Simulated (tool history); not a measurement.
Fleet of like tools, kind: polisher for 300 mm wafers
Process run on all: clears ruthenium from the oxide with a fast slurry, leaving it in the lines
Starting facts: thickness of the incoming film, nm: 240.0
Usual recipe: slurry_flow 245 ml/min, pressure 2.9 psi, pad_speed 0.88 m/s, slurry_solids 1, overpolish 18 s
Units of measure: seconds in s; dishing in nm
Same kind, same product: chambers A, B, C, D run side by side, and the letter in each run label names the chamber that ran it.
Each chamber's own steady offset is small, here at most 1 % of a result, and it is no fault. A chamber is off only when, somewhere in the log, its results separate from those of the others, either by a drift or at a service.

run     day  slurry_flow  pressure  pad_speed  slurry_solids  overpolish  seconds  dishing
      0.367  -- chamber D: slurry blender recalibrated
      0.375  -- chamber B: worn pad replaced by a new one
      0.479  -- chamber B: head pressure recalibrated
      0.479  -- chamber D: worn pad replaced by a new one
 1C   0.492          245       2.9       0.88              1          18   63.312   41.458
 2B   1.088          245       2.9       0.88              1          18   63.266   40.381
 3A   1.654          245       2.9       0.88              1          18   63.106    41.06
      1.967  -- chamber D: head pressure recalibrated
 4D   2.271          245       2.9       0.88              1          18   64.529   41.364
      2.358  -- chamber C: slurry nozzle cleaned
      2.496  -- chamber A: worn pad replaced by a new one
      2.546  -- chamber B: slurry blender recalibrated
 5C   2.854          195       2.9       0.88              1          13   63.728   32.501
 6D   3.283          195       2.9       0.88              1          13   66.669   31.573
      3.296  -- chamber B: worn pad replaced by a new one
      3.321  -- chamber B: slurry nozzle cleaned
 7A   3.892          195       2.9       0.88              1          13   64.157   33.014
      4.083  -- chamber C: worn pad replaced by a new one
 8B   4.504          195       2.9       0.88              1          13    64.16   33.386
 9A   4.967          245       2.9       0.88              1          18   65.223   41.025
10B   5.412          245       2.9       0.88              1          18   63.081   38.786
      5.729  -- chamber D: slurry nozzle cleaned
      5.808  -- chamber B: worn pad replaced by a new one
11D   6.029          245       2.9       0.88              1          18   64.041   40.627
      6.121  -- chamber D: worn pad replaced by a new one
12C   6.562          245       2.9       0.88              1          18   62.922   40.258
13C   7.021          245       2.9       0.88              1          18   61.493   40.591
14B   7.304          245       2.9       0.88              1          18   60.645   40.422
15D    7.95          245       2.9       0.88              1          18   62.199   42.088
16A   8.321          245       2.9       0.88              1          18   65.136    41.13
17D   8.758          245       2.9       0.88              1          18   63.792   40.625
      8.979  -- chamber B: worn pad replaced by a new one
      8.988  -- chamber C: worn pad replaced by a new one
      9.325  -- chamber A: worn pad replaced by a new one
18C   9.329          245       2.9       0.88              1          18   63.622   41.849
19B   9.621          245       2.9       0.88              1          18   61.983   41.053
20A  10.038          245       2.9       0.88           0.75          18   74.631   38.032
     10.196  -- chamber C: slurry blender recalibrated
     10.246  -- chamber B: slurry blender recalibrated
21D  10.554          245       2.9       0.88           0.75          18   76.245   37.259
22B  10.962          245       2.9       0.88           0.75          18   72.371   37.854
     11.229  -- chamber A: slurry blender recalibrated
23C  11.596          245       2.9       0.88           0.75          18   73.275   38.739
24A  12.004          245       2.9       0.88              1          18   64.255   42.922
25C  12.546          245       2.9       0.88              1          18   62.234    41.89

What goes on in this fleet: one chamber off, a drifting gauge, or nothing beyond the chambers' own small offsets? Name the chamber and the cause, if any.

Beyond each chamber's small constant offset nothing stands out, and the gauge stays steady.
